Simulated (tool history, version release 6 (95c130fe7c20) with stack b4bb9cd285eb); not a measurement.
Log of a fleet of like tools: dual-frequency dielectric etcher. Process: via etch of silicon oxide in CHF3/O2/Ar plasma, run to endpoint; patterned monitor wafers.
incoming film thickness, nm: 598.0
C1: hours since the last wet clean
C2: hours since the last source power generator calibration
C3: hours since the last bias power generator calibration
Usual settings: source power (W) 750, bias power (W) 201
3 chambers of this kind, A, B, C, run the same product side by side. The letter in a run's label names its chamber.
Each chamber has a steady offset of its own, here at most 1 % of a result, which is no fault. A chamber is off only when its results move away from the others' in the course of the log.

run 1B hour=6.3 | source_power_(W)=750 bias_power_(W)=201 | C1=680.6 C2=160.8 C3=1180.8 | endpoint_time_(s)=270.16
run 2C hour=13.9 | source_power_(W)=750 bias_power_(W)=201 | C1=408.7 C2=2817.8 C3=2347.7 | endpoint_time_(s)=269.17
run 3A hour=20.0 | source_power_(W)=750 bias_power_(W)=201 | C1=117.8 C2=1836.5 C3=1643.3 | endpoint_time_(s)=268.80
run 4B hour=28.8 | source_power_(W)=750 bias_power_(W)=201 | C1=703.1 C2=183.3 C3=1203.3 | endpoint_time_(s)=268.99
run 5A hour=35.4 | source_power_(W)=750 bias_power_(W)=201 | C1=133.2 C2=1851.9 C3=1658.7 | endpoint_time_(s)=268.04
-- hour=35.5 chamber B: wet clean of the chamber
run 6C hour=41.3 | source_power_(W)=750 bias_power_(W)=217 | C1=436.1 C2=2845.2 C3=2375.1 | endpoint_time_(s)=261.69
run 7A hour=46.7 | source_power_(W)=750 bias_power_(W)=217 | C1=144.5 C2=1863.2 C3=1670.0 | endpoint_time_(s)=262.40
run 8C hour=54.1 | source_power_(W)=750 bias_power_(W)=217 | C1=448.9 C2=2858.0 C3=2387.9 | endpoint_time_(s)=257.64
run 9B hour=58.8 | source_power_(W)=750 bias_power_(W)=201 | C1=23.4 C2=213.3 C3=1233.3 | endpoint_time_(s)=269.84
run 10B hour=67.9 | source_power_(W)=750 bias_power_(W)=201 | C1=32.5 C2=222.4 C3=1242.4 | endpoint_time_(s)=268.75
run 11A hour=77.2 | source_power_(W)=750 bias_power_(W)=201 | C1=175.0 C2=1893.7 C3=1700.5 | endpoint_time_(s)=269.71
-- hour=82.7 chamber C: wet clean of the chamber
run 12C hour=86.1 | source_power_(W)=750 bias_power_(W)=201 | C1=3.5 C2=2890.0 C3=2419.9 | endpoint_time_(s)=264.69
run 13C hour=92.7 | source_power_(W)=750 bias_power_(W)=201 | C1=10.1 C2=2896.6 C3=2426.5 | endpoint_time_(s)=269.24
run 14A hour=98.9 | source_power_(W)=750 bias_power_(W)=201 | C1=196.7 C2=1915.4 C3=1722.2 | endpoint_time_(s)=269.52
run 15B hour=103.5 | source_power_(W)=750 bias_power_(W)=201 | C1=68.1 C2=258.0 C3=1278.0 | endpoint_time_(s)=270.24
run 16B hour=110.8 | source_power_(W)=750 bias_power_(W)=201 | C1=75.4 C2=265.3 C3=1285.3 | endpoint_time_(s)=269.82
run 17C hour=120.2 | source_power_(W)=750 bias_power_(W)=201 | C1=37.6 C2=2924.1 C3=2454.0 | endpoint_time_(s)=265.17
run 18A hour=125.1 | source_power_(W)=750 bias_power_(W)=201 | C1=222.9 C2=1941.6 C3=1748.4 | endpoint_time_(s)=271.50
run 19A hour=132.3 | source_power_(W)=750 bias_power_(W)=201 | C1=230.1 C2=1948.8 C3=1755.6 | endpoint_time_(s)=268.94
run 20C hour=137.0 | source_power_(W)=750 bias_power_(W)=201 | C1=54.4 C2=2940.9 C3=2470.8 | endpoint_time_(s)=265.53
run 21B hour=144.8 | source_power_(W)=750 bias_power_(W)=201 | C1=109.4 C2=299.3 C3=1319.3 | endpoint_time_(s)=271.66
run 22A hour=152.1 | source_power_(W)=750 bias_power_(W)=201 | C1=249.9 C2=1968.6 C3=1775.4 | endpoint_time_(s)=268.20
run 23C hour=161.2 | source_power_(W)=750 bias_power_(W)=217 | C1=78.6 C2=2965.1 C3=2495.0 | endpoint_time_(s)=258.05
run 24B hour=166.4 | source_power_(W)=750 bias_power_(W)=217 | C1=131.0 C2=320.9 C3=1340.9 | endpoint_time_(s)=261.19
run 25C hour=171.5 | source_power_(W)=750 bias_power_(W)=217 | C1=88.9 C2=2975.4 C3=2505.3 | endpoint_time_(s)=257.63
run 26B hour=180.8 | source_power_(W)=750 bias_power_(W)=201 | C1=145.4 C2=335.3 C3=1355.3 | endpoint_time_(s)=270.57
run 27A hour=188.6 | source_power_(W)=750 bias_power_(W)=201 | C1=286.4 C2=2005.1 C3=1811.9 | endpoint_time_(s)=265.08
run 28A hour=197.0 | source_power_(W)=750 bias_power_(W)=201 | C1=294.8 C2=2013.5 C3=1820.3 | endpoint_time_(s)=269.10
run 29C hour=205.7 | source_power_(W)=750 bias_power_(W)=201 | C1=123.1 C2=3009.6 C3=2539.5 | endpoint_time_(s)=267.70
run 30B hour=213.6 | source_power_(W)=750 bias_power_(W)=201 | C1=178.2 C2=368.1 C3=1388.1 | endpoint_time_(s)=269.48
run 31C hour=222.8 | source_power_(W)=750 bias_power_(W)=201 | C1=140.2 C2=3026.7 C3=2556.6 | endpoint_time_(s)=266.03
run 32B hour=231.7 | source_power_(W)=750 bias_power_(W)=201 | C1=196.3 C2=386.2 C3=1406.2 | endpoint_time_(s)=267.63
run 33A hour=239.4 | source_power_(W)=750 bias_power_(W)=201 | C1=337.2 C2=2055.9 C3=1862.7 | endpoint_time_(s)=267.74
run 34C hour=245.1 | source_power_(W)=750 bias_power_(W)=201 | C1=162.5 C2=3049.0 C3=2578.9 | endpoint_time_(s)=270.64
run 35A hour=251.1 | source_power_(W)=750 bias_power_(W)=236 | C1=348.9 C2=2067.6 C3=1874.4 | endpoint_time_(s)=254.88
run 36B hour=255.6 | source_power_(W)=750 bias_power_(W)=236 | C1=220.2 C2=410.1 C3=1430.1 | endpoint_time_(s)=255.03
run 37B hour=260.8 | source_power_(W)=750 bias_power_(W)=236 | C1=225.4 C2=415.3 C3=1435.3 | endpoint_time_(s)=255.68
run 38C hour=265.9 | source_power_(W)=750 bias_power_(W)=201 | C1=183.3 C2=3069.8 C3=2599.7 | endpoint_time_(s)=266.17
run 39A hour=273.7 | source_power_(W)=750 bias_power_(W)=201 | C1=371.5 C2=2090.2 C3=1897.0 | endpoint_time_(s)=269.38
run 40B hour=281.8 | source_power_(W)=750 bias_power_(W)=201 | C1=246.4 C2=436.3 C3=1456.3 | endpoint_time_(s)=269.25
run 41C hour=287.8 | source_power_(W)=900 bias_power_(W)=156 | C1=205.2 C2=3091.7 C3=2621.6 | endpoint_time_(s)=266.29

Next, every chamber runs the same settings. What will each give?
run 42A hour=294.5 | source_power_(W)=750 bias_power_(W)=201 | endpoint_time_(s)=?
run 42B hour=294.5 | source_power_(W)=750 bias_power_(W)=201 | endpoint_time_(s)=?
run 42C hour=294.5 | source_power_(W)=750 bias_power_(W)=201 | endpoint_time_(s)=?

run=42A endpoint_time_(s)=268.30
run=42B endpoint_time_(s)=271.09
run=42C endpoint_time_(s)=267.91

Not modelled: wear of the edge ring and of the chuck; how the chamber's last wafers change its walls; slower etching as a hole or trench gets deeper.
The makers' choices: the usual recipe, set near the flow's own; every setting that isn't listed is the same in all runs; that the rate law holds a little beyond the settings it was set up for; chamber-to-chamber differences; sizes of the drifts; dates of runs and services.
